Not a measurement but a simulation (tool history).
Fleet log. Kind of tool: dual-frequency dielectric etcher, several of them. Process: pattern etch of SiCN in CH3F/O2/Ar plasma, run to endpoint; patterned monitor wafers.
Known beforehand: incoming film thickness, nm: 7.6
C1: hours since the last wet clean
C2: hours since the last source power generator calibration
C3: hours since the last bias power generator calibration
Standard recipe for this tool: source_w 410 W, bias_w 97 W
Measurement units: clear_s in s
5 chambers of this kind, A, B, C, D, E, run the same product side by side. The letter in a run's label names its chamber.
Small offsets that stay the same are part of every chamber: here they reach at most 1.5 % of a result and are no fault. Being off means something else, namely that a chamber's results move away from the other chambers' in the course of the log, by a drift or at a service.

run 1A hour=10.0 | source_w=410 bias_w=97 | C1=17.7 C2=2376.7 C3=4131.1 | clear_s=18.182
run 2E hour=18.1 | source_w=410 bias_w=97 | C1=213.5 C2=203.5 C3=972.1 | clear_s=18.238
run 3B hour=22.9 | source_w=410 bias_w=97 | C1=196.4 C2=469.5 C3=1042.7 | clear_s=18.219
run 4C hour=31.3 | source_w=410 bias_w=97 | C1=283.0 C2=1369.7 C3=1275.1 | clear_s=18.456
run 5D hour=36.5 | source_w=410 bias_w=97 | C1=118.0 C2=2286.8 C3=933.1 | clear_s=17.810
run 6A hour=41.3 | source_w=410 bias_w=97 | C1=49.0 C2=2408.0 C3=4162.4 | clear_s=18.287
run 7C hour=47.7 | source_w=410 bias_w=97 | C1=299.4 C2=1386.1 C3=1291.5 | clear_s=18.147
run 8E hour=56.8 | source_w=480 bias_w=82 | C1=252.2 C2=242.2 C3=1010.8 | clear_s=18.245
run 9D hour=64.8 | source_w=480 bias_w=82 | C1=146.3 C2=2315.1 C3=961.4 | clear_s=18.023
run 10B hour=74.2 | source_w=480 bias_w=82 | C1=247.7 C2=520.8 C3=1094.0 | clear_s=18.001
run 11A hour=82.8 | source_w=480 bias_w=82 | C1=90.5 C2=2449.5 C3=4203.9 | clear_s=18.059
run 12E hour=90.5 | source_w=480 bias_w=82 | C1=285.9 C2=275.9 C3=1044.5 | clear_s=18.210
run 13C hour=96.1 | source_w=480 bias_w=84 | C1=347.8 C2=1434.5 C3=1339.9 | clear_s=18.470
run 14B hour=104.0 | source_w=480 bias_w=84 | C1=277.5 C2=550.6 C3=1123.8 | clear_s=17.887
run 15D hour=113.3 | source_w=480 bias_w=84 | C1=194.8 C2=2363.6 C3=1009.9 | clear_s=17.847
run 16A hour=118.4 | source_w=480 bias_w=84 | C1=126.1 C2=2485.1 C3=4239.5 | clear_s=17.985
run 17B hour=127.2 | source_w=480 bias_w=84 | C1=300.7 C2=573.8 C3=1147.0 | clear_s=17.812
run 18E hour=137.0 | source_w=410 bias_w=97 | C1=332.4 C2=322.4 C3=1091.0 | clear_s=17.975
run 19D hour=142.8 | source_w=410 bias_w=97 | C1=224.3 C2=2393.1 C3=1039.4 | clear_s=17.469
run 20C hour=149.6 | source_w=410 bias_w=97 | C1=401.3 C2=1488.0 C3=1393.4 | clear_s=18.162
-- hour=149.9 chamber A: bias power generator calibrated
run 21D hour=156.8 | source_w=410 bias_w=110 | C1=238.3 C2=2407.1 C3=1053.4 | clear_s=16.867
run 22B hour=161.2 | source_w=410 bias_w=110 | C1=334.7 C2=607.8 C3=1181.0 | clear_s=17.155
run 23A hour=167.4 | source_w=410 bias_w=110 | C1=175.1 C2=2534.1 C3=17.6 | clear_s=17.044
run 24C hour=175.3 | source_w=410 bias_w=110 | C1=427.0 C2=1513.7 C3=1419.1 | clear_s=17.500
run 25E hour=184.9 | source_w=410 bias_w=110 | C1=380.3 C2=370.3 C3=1138.9 | clear_s=17.135
-- hour=189.3 chamber E: wet clean of the chamber
-- hour=192.4 chamber A: source power generator calibrated
run 26D hour=194.4 | source_w=410 bias_w=97 | C1=275.9 C2=2444.7 C3=1091.0 | clear_s=17.257
run 27E hour=202.5 | source_w=410 bias_w=97 | C1=13.2 C2=387.9 C3=1156.5 | clear_s=18.315
run 28C hour=211.2 | source_w=410 bias_w=97 | C1=462.9 C2=1549.6 C3=1455.0 | clear_s=18.178
run 29B hour=220.3 | source_w=410 bias_w=97 | C1=393.8 C2=666.9 C3=1240.1 | clear_s=18.143
run 30A hour=225.1 | source_w=410 bias_w=97 | C1=232.8 C2=32.8 C3=75.3 | clear_s=17.872
run 31E hour=230.1 | source_w=410 bias_w=97 | C1=40.8 C2=415.5 C3=1184.1 | clear_s=18.091
run 32D hour=234.7 | source_w=410 bias_w=97 | C1=316.2 C2=2485.0 C3=1131.3 | clear_s=17.478
run 33B hour=239.2 | source_w=410 bias_w=97 | C1=412.7 C2=685.8 C3=1259.0 | clear_s=18.144
run 34A hour=244.7 | source_w=410 bias_w=97 | C1=252.4 C2=52.4 C3=94.9 | clear_s=18.077
run 35C hour=251.1 | source_w=410 bias_w=97 | C1=502.8 C2=1589.5 C3=1494.9 | clear_s=18.179
run 36C hour=255.7 | source_w=410 bias_w=97 | C1=507.4 C2=1594.1 C3=1499.5 | clear_s=18.050
run 37B hour=262.5 | source_w=510 bias_w=116 | C1=436.0 C2=709.1 C3=1282.3 | clear_s=15.362
run 38D hour=270.3 | source_w=510 bias_w=116 | C1=351.8 C2=2520.6 C3=1166.9 | clear_s=14.687
run 39A hour=274.9 | source_w=510 bias_w=116 | C1=282.6 C2=82.6 C3=125.1 | clear_s=15.722
run 40E hour=279.4 | source_w=510 bias_w=116 | C1=90.1 C2=464.8 C3=1233.4 | clear_s=15.605
run 41B hour=289.5 | source_w=510 bias_w=116 | C1=463.0 C2=736.1 C3=1309.3 | clear_s=15.367
run 42A hour=294.4 | source_w=410 bias_w=97 | C1=302.1 C2=102.1 C3=144.6 | clear_s=18.258
run 43E hour=299.2 | source_w=490 bias_w=110 | C1=109.9 C2=484.6 C3=1253.2 | clear_s=16.198

Is one chamber off against the others, does the gauge drift, or is nothing wrong? If a chamber is off, say which, and what the likeliest cause is.

Chamber D drifts away from the others.
What lies behind it: etch rate over this chamber's usual, % = 5.5.

Here are 4 candidates for chamber D's next run, each the usual settings with a change, their results left as question marks. Which one brings its results back in line with what the others give on the usual settings?
In line means no further than this from the other chambers' mean on the usual settings: clear_s 0.500 s
run 44D-1 hour=306.5 | source_w=370 bias_w=88 | clear_s=?
run 44D-2 hour=306.5 | source_w=500 bias_w=118 | clear_s=?
run 44D-3 hour=306.5 | source_w=340 bias_w=79 | clear_s=?
run 44D-4 hour=306.5 | source_w=450 bias_w=106 | clear_s=?

Usual-settings mean across the other chambers: clear_s 18.113 s
run=44D-1 clear_s=18.202
run=44D-2 clear_s=14.637
run=44D-3 clear_s=19.517
run=44D-4 clear_s=15.830
The right change is 44D-1: it brings the chamber back within the allowed miss of the others.

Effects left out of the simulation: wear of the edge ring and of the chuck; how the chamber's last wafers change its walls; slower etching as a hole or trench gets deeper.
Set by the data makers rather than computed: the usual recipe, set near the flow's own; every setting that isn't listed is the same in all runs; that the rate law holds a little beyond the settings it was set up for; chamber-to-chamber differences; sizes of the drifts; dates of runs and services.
